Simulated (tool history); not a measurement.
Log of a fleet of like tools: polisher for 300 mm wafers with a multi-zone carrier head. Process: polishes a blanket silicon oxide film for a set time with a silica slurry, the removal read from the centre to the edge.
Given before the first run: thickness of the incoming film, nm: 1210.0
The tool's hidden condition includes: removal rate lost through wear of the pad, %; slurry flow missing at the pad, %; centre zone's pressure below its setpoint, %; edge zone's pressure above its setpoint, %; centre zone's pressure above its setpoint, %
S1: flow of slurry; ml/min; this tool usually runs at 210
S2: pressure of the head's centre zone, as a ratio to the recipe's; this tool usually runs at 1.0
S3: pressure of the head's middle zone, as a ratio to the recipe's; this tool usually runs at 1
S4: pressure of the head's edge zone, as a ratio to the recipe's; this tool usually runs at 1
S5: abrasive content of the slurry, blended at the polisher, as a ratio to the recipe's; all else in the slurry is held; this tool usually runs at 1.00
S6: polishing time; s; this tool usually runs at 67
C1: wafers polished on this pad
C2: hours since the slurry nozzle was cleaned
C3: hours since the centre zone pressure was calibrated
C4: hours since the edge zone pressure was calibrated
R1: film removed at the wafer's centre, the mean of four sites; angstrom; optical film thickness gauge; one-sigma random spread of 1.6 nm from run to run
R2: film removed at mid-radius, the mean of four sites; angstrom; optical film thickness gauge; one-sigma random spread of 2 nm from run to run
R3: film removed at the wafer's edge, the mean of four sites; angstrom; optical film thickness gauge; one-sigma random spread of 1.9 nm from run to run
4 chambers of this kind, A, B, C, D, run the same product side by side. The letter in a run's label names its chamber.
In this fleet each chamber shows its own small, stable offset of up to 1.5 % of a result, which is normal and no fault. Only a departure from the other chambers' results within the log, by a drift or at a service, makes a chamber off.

Run 1C, hour 10.4: usual settings; C1 248; C2 130.5; C3 242.8; C4 122.8. Result: R1 2377.8 angstrom, R2 2381.8 angstrom, R3 2383.6 angstrom.
At hour 22.4: chamber B: worn pad replaced by a new one.
Run 2D, hour 23.1: usual settings; C1 381; C2 524.0; C3 263.3; C4 1030.9. Result: R1 2375.1 angstrom, R2 2336.2 angstrom, R3 2370.7 angstrom.
Run 3A, hour 30.8: usual settings; C1 1101; C2 328.9; C3 98.7; C4 306.1. Result: R1 2377.9 angstrom, R2 2369.0 angstrom, R3 2332.9 angstrom.
At hour 31.0: chamber A: slurry nozzle cleaned.
Run 4B, hour 42.0: usual settings; C1 243; C2 180.8; C3 169.4; C4 1032.7. Result: R1 2397.6 angstrom, R2 2363.7 angstrom, R3 2415.6 angstrom.
At hour 43.8: chamber D: edge zone pressure recalibrated.
At hour 46.4: chamber A: worn pad replaced by a new one.
Run 5D, hour 51.6: usual settings; C1 733; C2 552.5; C3 291.8; C4 7.8. Result: R1 2404.4 angstrom, R2 2331.8 angstrom, R3 2369.4 angstrom.
At hour 58.0: chamber B: edge zone pressure recalibrated.
Run 6C, hour 64.1: usual settings; C1 912; C2 184.2; C3 296.5; C4 176.5. Result: R1 2361.8 angstrom, R2 2369.1 angstrom, R3 2410.9 angstrom.
At hour 67.2: chamber B: worn pad replaced by a new one.
Run 7B, hour 73.8: usual settings but S5 0.85; C1 82; C2 212.6; C3 201.2; C4 15.9. Result: R1 2218.2 angstrom, R2 2185.0 angstrom, R3 2214.2 angstrom.
At hour 81.3: chamber D: worn pad replaced by a new one.
Run 8A, hour 87.1: usual settings but S5 0.85; C1 503; C2 56.2; C3 155.0; C4 362.4. Result: R1 2182.9 angstrom, R2 2198.9 angstrom, R3 2163.1 angstrom.
At hour 91.8: chamber D: slurry nozzle cleaned.
Run 9C, hour 97.2: usual settings but S5 0.85; C1 1322; C2 217.3; C3 329.6; C4 209.6. Result: R1 2209.0 angstrom, R2 2164.1 angstrom, R3 2190.0 angstrom.
At hour 98.4: chamber D: centre zone pressure recalibrated.
At hour 100.5: chamber C: worn pad replaced by a new one.
Run 10A, hour 107.1: usual settings but S5 0.85; C1 751; C2 76.2; C3 175.0; C4 382.4. Result: R1 2165.4 angstrom, R2 2181.2 angstrom, R3 2143.6 angstrom.
Run 11D, hour 116.6: usual settings; C1 436; C2 24.8; C3 18.3; C4 72.8. Result: R1 2184.2 angstrom, R2 2356.1 angstrom, R3 2379.5 angstrom.
At hour 124.4: chamber B: worn pad replaced by a new one.
Run 12B, hour 128.8: usual settings but S2 1.1, S5 0.85; C1 55; C2 267.6; C3 256.2; C4 70.9. Result: R1 2446.5 angstrom, R2 2189.8 angstrom, R3 2179.1 angstrom.
Run 13D, hour 136.8: usual settings but S2 1.1, S5 0.85; C1 686; C2 45.0; C3 38.5; C4 93.0. Result: R1 2241.8 angstrom, R2 2199.6 angstrom, R3 2200.8 angstrom.
Run 14C, hour 143.4: usual settings but S2 1.1, S5 0.85; C1 530; C2 263.5; C3 375.8; C4 255.8. Result: R1 2439.1 angstrom, R2 2185.5 angstrom, R3 2231.6 angstrom.
At hour 145.2: chamber A: worn pad replaced by a new one.
Run 15B, hour 156.7: usual settings but S2 1.1, S5 0.85; C1 400; C2 295.5; C3 284.1; C4 98.8. Result: R1 2489.6 angstrom, R2 2194.9 angstrom, R3 2196.1 angstrom.
Run 16A, hour 163.3: usual settings but S6 45 s; C1 223; C2 132.4; C3 231.2; C4 438.6. Result: R1 1584.2 angstrom, R2 1586.2 angstrom, R3 1569.9 angstrom.
Run 17B, hour 172.0: usual settings but S6 45 s; C1 589; C2 310.8; C3 299.4; C4 114.1. Result: R1 1620.3 angstrom, R2 1566.4 angstrom, R3 1605.8 angstrom.
At hour 174.3: chamber B: worn pad replaced by a new one.
At hour 178.3: chamber A: edge zone pressure recalibrated.
At hour 181.9: chamber D: worn pad replaced by a new one.
Run 18C, hour 184.3: usual settings but S6 45 s; C1 1036; C2 304.4; C3 416.7; C4 296.7. Result: R1 1590.7 angstrom, R2 1611.7 angstrom, R3 1598.7 angstrom.
Run 19D, hour 195.6: usual settings but S6 45 s; C1 169; C2 103.8; C3 97.3; C4 151.8. Result: R1 1471.6 angstrom, R2 1593.8 angstrom, R3 1587.7 angstrom.
At hour 202.2: chamber C: worn pad replaced by a new one.
Run 20A, hour 202.8: usual settings; C1 712; C2 171.9; C3 270.7; C4 24.5. Result: R1 2344.0 angstrom, R2 2377.4 angstrom, R3 2353.7 angstrom.
Run 21A, hour 212.7: usual settings; C1 835; C2 181.8; C3 280.6; C4 34.4. Result: R1 2345.9 angstrom, R2 2344.3 angstrom, R3 2313.7 angstrom.
Run 22C, hour 226.1: usual settings; C1 296; C2 346.2; C3 458.5; C4 338.5. Result: R1 2367.2 angstrom, R2 2365.4 angstrom, R3 2388.4 angstrom.
At hour 229.3: chamber B: worn pad replaced by a new one.
Run 23B, hour 233.0: usual settings; C1 46; C2 371.8; C3 360.4; C4 175.1. Result: R1 2376.1 angstrom, R2 2349.9 angstrom, R3 2380.4 angstrom.
Run 24D, hour 245.3: usual settings; C1 784; C2 153.5; C3 147.0; C4 201.5. Result: R1 2170.9 angstrom, R2 2329.5 angstrom, R3 2395.8 angstrom.
Run 25B, hour 252.1: usual settings; C1 282; C2 390.9; C3 379.5; C4 194.2. Result: R1 2401.2 angstrom, R2 2332.8 angstrom, R3 2372.4 angstrom.
Run 26C, hour 263.2: usual settings but S5 0.85; C1 755; C2 383.3; C3 495.6; C4 375.6. Result: R1 2212.2 angstrom, R2 2175.7 angstrom, R3 2187.0 angstrom.

Decide between three cases: one chamber stands off from its peers, the gauge reading all wafers drifts, or nothing is wrong past each chamber's small offset. Where a chamber is off, say which and what most likely put it there.

A service on chamber D put it out of line with the rest.
Most likely cause: centre zone's pressure below its setpoint, % = 7.88.

Below are 4 candidate recipes for chamber D's next run, each the usual settings with a change, their results shown as question marks. Which of them brings D's results back in line with what the other chambers give on the usual settings?
In line here means within this much of the mean the other chambers give on the usual settings: R1 54.0 angstrom; R2 70.0 angstrom; R3 65.0 angstrom
Run 27D-1, hour 273.0: usual settings but S2 1.03, S4 0.99. Result: R1 ?, R2 ?, R3 ?.
Run 27D-2, hour 273.0: usual settings but S1 215 ml/min, S2 1.07, S3 0.99, S4 0.98, S6 68 s. Result: R1 ?, R2 ?, R3 ?.
Run 27D-3, hour 273.0: usual settings but S1 205 ml/min, S2 0.93, S3 1.01, S4 1.02, S6 66 s. Result: R1 ?, R2 ?, R3 ?.
Run 27D-4, hour 273.0: usual settings but S2 0.97, S4 1.01. Result: R1 ?, R2 ?, R3 ?.

Usual-settings mean across the other chambers: R1 2378.2 angstrom; R2 2360.9 angstrom; R3 2370.2 angstrom
  run      R1      R2      R3
27D-1  2243.1  2364.9  2355.4
27D-2  2380.7  2384.9  2384.0
27D-3  1969.8  2344.7  2350.3
27D-4  2101.4  2365.6  2379.9
With 27D-2, the chamber falls back in line with the rest.
